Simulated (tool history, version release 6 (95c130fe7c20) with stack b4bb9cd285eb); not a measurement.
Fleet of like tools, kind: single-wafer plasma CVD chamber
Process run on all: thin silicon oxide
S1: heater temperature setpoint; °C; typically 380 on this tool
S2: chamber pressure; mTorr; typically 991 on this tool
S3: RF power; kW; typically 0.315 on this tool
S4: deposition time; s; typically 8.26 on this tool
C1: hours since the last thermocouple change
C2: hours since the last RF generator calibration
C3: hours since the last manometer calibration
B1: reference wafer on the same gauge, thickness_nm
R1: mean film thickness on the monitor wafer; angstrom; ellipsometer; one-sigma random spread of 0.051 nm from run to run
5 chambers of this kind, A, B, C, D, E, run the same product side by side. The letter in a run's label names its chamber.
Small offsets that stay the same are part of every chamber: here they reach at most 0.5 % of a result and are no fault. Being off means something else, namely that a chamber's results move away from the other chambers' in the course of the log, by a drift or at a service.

run	hour	S1	S2	S3	S4	C1	C2	C3	B1	R1
1B	9.3	380	991	0.315	8.26	259	58.3	849.6	15.401	188.11
2A	22.9	380	991	0.315	8.26	381	481.6	2309.6	15.406	188.37
3E	33.2	380	991	0.315	8.26	301.6	1642.2	1410.9	15.41	187.47
4D	40.8	380	991	0.315	8.26	1932.5	1226.6	760.1	15.397	188.14
5C	47.7	380	991	0.315	8.26	1397.6	610.5	1970.6	15.404	188.11
6E	54.8	380	991	0.315	8.26	323.2	1663.8	1432.5	15.403	187.45
7D	63.7	380	991	0.315	8.26	1955.4	1249.5	783	15.404	187.76
8B	71	380	991	0.315	8.26	320.7	120	911.3	15.395	187.46
9A	79.6	380	991	0.315	9.07	437.7	538.3	2366.3	15.405	207.21
# hour 88.6: chamber A: capacitance manometer re-zeroed and calibrated
10C	93.1	380	991	0.315	9.07	1443	655.9	2016	15.407	206.32
# hour 94: chamber E: RF generator calibrated
11C	106.2	380	991	0.315	9.07	1456.1	669	2029.1	15.406	207.28
12B	116.1	380	991	0.315	9.07	365.8	165.1	956.4	15.4	205.2
13A	126.5	380	991	0.315	9.07	484.6	585.2	37.9	15.401	206.53
14D	136	380	991	0.315	8.26	2027.7	1321.8	855.3	15.401	188.8
15E	144.7	380	991	0.315	8.26	413.1	50.7	1522.4	15.412	188.1
16D	156.6	380	991	0.315	8.26	2048.3	1342.4	875.9	15.404	188.33
17E	166.1	380	991	0.315	8.26	434.5	72.1	1543.8	15.399	187.61
# hour 175.5: chamber D: capacitance manometer re-zeroed and calibrated
18C	177.6	380	991	0.315	8.26	1527.5	740.4	2100.5	15.401	187.47
19A	190.7	367	991	0.28	8.26	548.8	649.4	102.1	15.393	181.59
20B	201.5	367	991	0.28	8.26	451.2	250.5	1041.8	15.401	180.37
# hour 209.3: chamber D: RF generator calibrated
21D	213.2	367	991	0.28	8.26	2104.9	3.9	37.8	15.414	182.24
22B	225.8	367	991	0.28	8.26	475.5	274.8	1066.1	15.4	180.56
23A	233.7	367	991	0.28	8.26	591.8	692.4	145.1	15.397	181.85
24C	246.4	369	776	0.315	8.26	1596.3	809.2	2169.3	15.39	154.56
25E	260.2	369	776	0.315	8.26	528.6	166.2	1637.9	15.401	153.6
26D	273.2	369	776	0.315	8.26	2164.9	63.9	97.8	15.405	154.43
27C	285.8	369	776	0.315	8.26	1635.7	848.6	2208.7	15.404	153.98
28B	298.7	369	776	0.315	8.26	548.4	347.7	1139	15.399	154.49
29A	313.5	380	991	0.315	8.26	671.6	772.2	224.9	15.403	188.55
30E	321.8	380	991	0.315	8.26	590.2	227.8	1699.5	15.396	187.42
31B	337.3	380	991	0.315	8.26	587	386.3	1177.6	15.399	188.24
32C	352.4	380	991	0.315	8.26	1702.3	915.2	2275.3	15.405	187.46

Does one chamber stand apart from the rest, does the shared gauge drift, or is all well apart from small per-chamber offsets? Give the chamber and the most likely cause, where there is one.

Neither any chamber nor the gauge drifts; the chambers differ only by their own small, steady offsets.
